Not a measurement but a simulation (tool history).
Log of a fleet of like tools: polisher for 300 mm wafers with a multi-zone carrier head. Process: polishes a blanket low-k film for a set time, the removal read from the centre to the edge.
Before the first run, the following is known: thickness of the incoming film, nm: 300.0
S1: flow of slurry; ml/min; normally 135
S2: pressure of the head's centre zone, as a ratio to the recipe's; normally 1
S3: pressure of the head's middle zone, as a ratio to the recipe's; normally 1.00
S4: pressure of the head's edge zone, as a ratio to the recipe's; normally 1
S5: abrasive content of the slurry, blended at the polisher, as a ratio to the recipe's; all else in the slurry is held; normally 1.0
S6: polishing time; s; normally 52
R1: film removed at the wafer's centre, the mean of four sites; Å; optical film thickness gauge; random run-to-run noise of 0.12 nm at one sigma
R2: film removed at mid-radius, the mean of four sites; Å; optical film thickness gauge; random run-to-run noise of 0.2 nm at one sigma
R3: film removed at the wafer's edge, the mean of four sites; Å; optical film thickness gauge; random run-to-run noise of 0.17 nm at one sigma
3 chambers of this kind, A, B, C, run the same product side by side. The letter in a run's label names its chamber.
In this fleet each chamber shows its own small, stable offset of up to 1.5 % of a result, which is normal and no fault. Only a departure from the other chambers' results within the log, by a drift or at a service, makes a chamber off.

Run 1B, hour 10.3: usual settings. Result: R1 182.95 Å, R2 182.58 Å, R3 185.05 Å.
At hour 19.0: chamber B: worn pad replaced by a new one.
Run 2A, hour 19.3: usual settings. Result: R1 185.48 Å, R2 184.96 Å, R3 179.60 Å.
At hour 28.8: chamber A: worn pad replaced by a new one.
Run 3C, hour 33.1: usual settings. Result: R1 183.88 Å, R2 184.10 Å, R3 181.78 Å.
Run 4A, hour 42.8: usual settings. Result: R1 183.05 Å, R2 181.91 Å, R3 181.22 Å.
Run 5B, hour 56.1: usual settings. Result: R1 183.25 Å, R2 184.57 Å, R3 184.07 Å.
Run 6C, hour 63.3: usual settings. Result: R1 184.06 Å, R2 186.62 Å, R3 184.53 Å.
Run 7A, hour 71.5: usual settings. Result: R1 184.41 Å, R2 186.30 Å, R3 182.40 Å.
At hour 78.9: chamber C: worn pad replaced by a new one.
Run 8C, hour 81.0: usual settings. Result: R1 183.28 Å, R2 184.46 Å, R3 184.05 Å.
At hour 84.7: chamber C: centre zone pressure recalibrated.
Run 9B, hour 94.9: usual settings. Result: R1 180.86 Å, R2 182.55 Å, R3 183.62 Å.
At hour 99.1: chamber A: worn pad replaced by a new one.
Run 10B, hour 107.3: usual settings. Result: R1 183.41 Å, R2 184.87 Å, R3 182.40 Å.
At hour 109.4: chamber B: worn pad replaced by a new one.
Run 11A, hour 116.9: usual settings. Result: R1 183.37 Å, R2 181.74 Å, R3 180.48 Å.
At hour 129.7: chamber A: slurry nozzle cleaned.
Run 12C, hour 129.8: usual settings but S3 0.91, S5 1.1. Result: R1 190.21 Å, R2 176.14 Å, R3 188.35 Å.
At hour 143.8: chamber A: centre zone pressure recalibrated.
Run 13A, hour 146.1: usual settings but S3 0.91, S5 1.1. Result: R1 202.06 Å, R2 177.23 Å, R3 193.49 Å.
Run 14B, hour 160.6: usual settings but S3 0.91, S5 1.1. Result: R1 192.74 Å, R2 175.77 Å, R3 191.52 Å.
At hour 169.3: chamber A: worn pad replaced by a new one.
Run 15C, hour 170.3: usual settings. Result: R1 181.66 Å, R2 184.55 Å, R3 180.68 Å.
Run 16A, hour 181.9: usual settings. Result: R1 196.32 Å, R2 182.54 Å, R3 181.49 Å.
At hour 182.5: chamber C: worn pad replaced by a new one.
Run 17B, hour 194.2: usual settings. Result: R1 183.04 Å, R2 187.08 Å, R3 182.69 Å.
At hour 194.3: chamber B: worn pad replaced by a new one.
Run 18C, hour 210.5: usual settings but S5 0.8. Result: R1 165.70 Å, R2 166.35 Å, R3 163.75 Å.
Run 19B, hour 217.7: usual settings but S5 0.8. Result: R1 166.40 Å, R2 163.00 Å, R3 164.23 Å.
Run 20A, hour 228.6: usual settings but S5 0.8. Result: R1 174.12 Å, R2 165.96 Å, R3 161.24 Å.
Run 21C, hour 244.2: usual settings. Result: R1 180.54 Å, R2 185.53 Å, R3 182.35 Å.
At hour 244.8: chamber A: worn pad replaced by a new one.
Run 22B, hour 259.5: usual settings. Result: R1 181.41 Å, R2 182.16 Å, R3 183.82 Å.
At hour 265.3: chamber C: slurry nozzle cleaned.
Run 23A, hour 268.7: usual settings. Result: R1 194.78 Å, R2 184.12 Å, R3 182.37 Å.
At hour 272.9: chamber C: worn pad replaced by a new one.
At hour 278.0: chamber B: worn pad replaced by a new one.
Run 24C, hour 280.1: usual settings. Result: R1 182.29 Å, R2 187.63 Å, R3 183.90 Å.
Run 25C, hour 292.2: usual settings. Result: R1 182.46 Å, R2 185.59 Å, R3 178.02 Å.
Run 26B, hour 301.8: usual settings. Result: R1 183.47 Å, R2 181.68 Å, R3 181.47 Å.
Run 27A, hour 317.3: usual settings. Result: R1 195.02 Å, R2 183.06 Å, R3 182.54 Å.

Read the log: is a single chamber off, either drifting away or since a service, is the gauge that measures every chamber drifting, or is nothing wrong beyond small per-chamber offsets? Name any odd chamber and what most likely caused it.

A service on chamber A put it out of line with the rest.
Cause: centre zone's pressure above its setpoint, % = 5.44.

Which of the 4 candidates below, each the usual settings with something changed and its results left as question marks, puts chamber A back in line with what the other chambers give on the usual settings?
A result is in line if it is within this distance of the other chambers' mean on the usual settings: R1 4.10 Å; R2 7.10 Å; R3 5.80 Å
Run 28A-1, hour 329.1: usual settings but S1 140 ml/min, S2 1.05, S3 0.99, S4 0.98. Result: R1 ?, R2 ?, R3 ?.
Run 28A-2, hour 329.1: usual settings but S2 1.02, S4 0.99. Result: R1 ?, R2 ?, R3 ?.
Run 28A-3, hour 329.1: usual settings but S2 0.98, S4 1.01. Result: R1 ?, R2 ?, R3 ?.
Run 28A-4, hour 329.1: usual settings but S1 130 ml/min, S2 0.95, S3 1.01, S4 1.02. Result: R1 ?, R2 ?, R3 ?.

Mean of the other chambers on the usual settings: R1 182.61 Å; R2 184.19 Å; R3 182.62 Å
  run      R1      R2      R3
28A-1  207.13  183.58  181.25
28A-2  198.96  183.89  181.20
28A-3  190.40  183.93  183.08
28A-4  182.31  184.12  182.95
Change 28A-4 lands the chamber within the allowed miss of the other chambers.

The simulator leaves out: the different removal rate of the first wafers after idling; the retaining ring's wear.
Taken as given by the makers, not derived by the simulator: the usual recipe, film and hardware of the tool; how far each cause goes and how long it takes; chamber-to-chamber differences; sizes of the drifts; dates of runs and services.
